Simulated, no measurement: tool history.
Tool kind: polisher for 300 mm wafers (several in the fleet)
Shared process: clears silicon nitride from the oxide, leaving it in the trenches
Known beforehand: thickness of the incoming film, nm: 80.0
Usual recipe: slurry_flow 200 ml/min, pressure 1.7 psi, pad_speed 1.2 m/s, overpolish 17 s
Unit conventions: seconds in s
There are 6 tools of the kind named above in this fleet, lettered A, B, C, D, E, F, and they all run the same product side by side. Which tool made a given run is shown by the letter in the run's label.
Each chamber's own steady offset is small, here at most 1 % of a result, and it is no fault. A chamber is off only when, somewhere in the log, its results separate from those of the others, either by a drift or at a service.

run,day,slurry_flow,pressure,pad_speed,overpolish,seconds
# day 0.154: chamber B: worn pad replaced by a new one
1C,0.242,200,1.7,1.2,17,148.33
2A,0.504,200,1.7,1.2,17,147.58
3D,0.800,200,1.7,1.2,17,148.48
4F,0.958,200,1.7,1.2,17,149.72
# day 1.150: chamber E: worn pad replaced by a new one
5E,1.292,200,1.7,1.2,17,147.46
6B,1.492,200,1.7,1.2,17,148.71
7E,1.708,200,1.7,1.2,17,148.67
8A,2.017,200,1.7,1.2,17,146.08
# day 2.138: chamber B: slurry nozzle cleaned
9B,2.212,200,1.7,1.2,17,148.63
10D,2.362,200,1.7,1.2,17,147.82
11C,2.700,200,1.7,1.2,17,146.63
12F,2.921,200,1.7,1.2,17,149.70
13D,3.129,200,1.7,1.2,17,148.11
14C,3.354,200,1.7,1.2,17,149.95
# day 3.529: chamber C: worn pad replaced by a new one
15A,3.625,200,1.7,1.2,17,147.41
16E,3.917,200,1.7,1.2,17,148.23
17F,4.208,200,1.7,1.2,17,150.96
# day 4.500: chamber D: worn pad replaced by a new one
18B,4.521,200,1.7,1.2,17,146.11
19F,4.712,200,1.7,1.2,17,152.92
20D,4.925,200,1.7,1.2,17,147.71
# day 5.075: chamber B: worn pad replaced by a new one
# day 5.088: chamber E: worn pad replaced by a new one
21C,5.267,200,1.7,1.2,17,149.24
22A,5.542,200,1.7,1.2,17,148.06
# day 5.667: chamber E: slurry nozzle cleaned
# day 5.696: chamber A: worn pad replaced by a new one
23E,5.833,200,1.7,1.2,17,145.02
# day 5.954: chamber F: worn pad replaced by a new one
24B,6.021,200,1.7,1.2,17,150.15
25F,6.358,200,1.7,1.2,17,147.61
26A,6.633,200,2.1,1.2,23,122.13
27E,6.838,200,2.1,1.2,23,120.17
28C,7.092,200,2.1,1.2,23,121.13
29B,7.433,200,2.1,1.2,23,122.75
30D,7.608,200,2.1,1.2,23,121.45
31D,7.867,200,2.1,1.2,23,122.76
# day 7.892: chamber A: slurry nozzle cleaned
32C,8.117,170,1.7,1.2,12,151.99
33F,8.358,170,1.7,1.2,12,151.42
34A,8.629,170,1.7,1.2,12,151.11
# day 8.708: chamber E: worn pad replaced by a new one
35B,8.888,170,1.7,1.2,12,147.75
36E,9.108,170,1.7,1.2,12,153.49

Which is it: a chamber that has drifted or been left off by a service, a gauge drift common to all chambers, or only each chamber's usual small offset? If a chamber is off, name it and its likeliest cause.

Beyond each chamber's small constant offset nothing stands out, and the gauge stays steady.
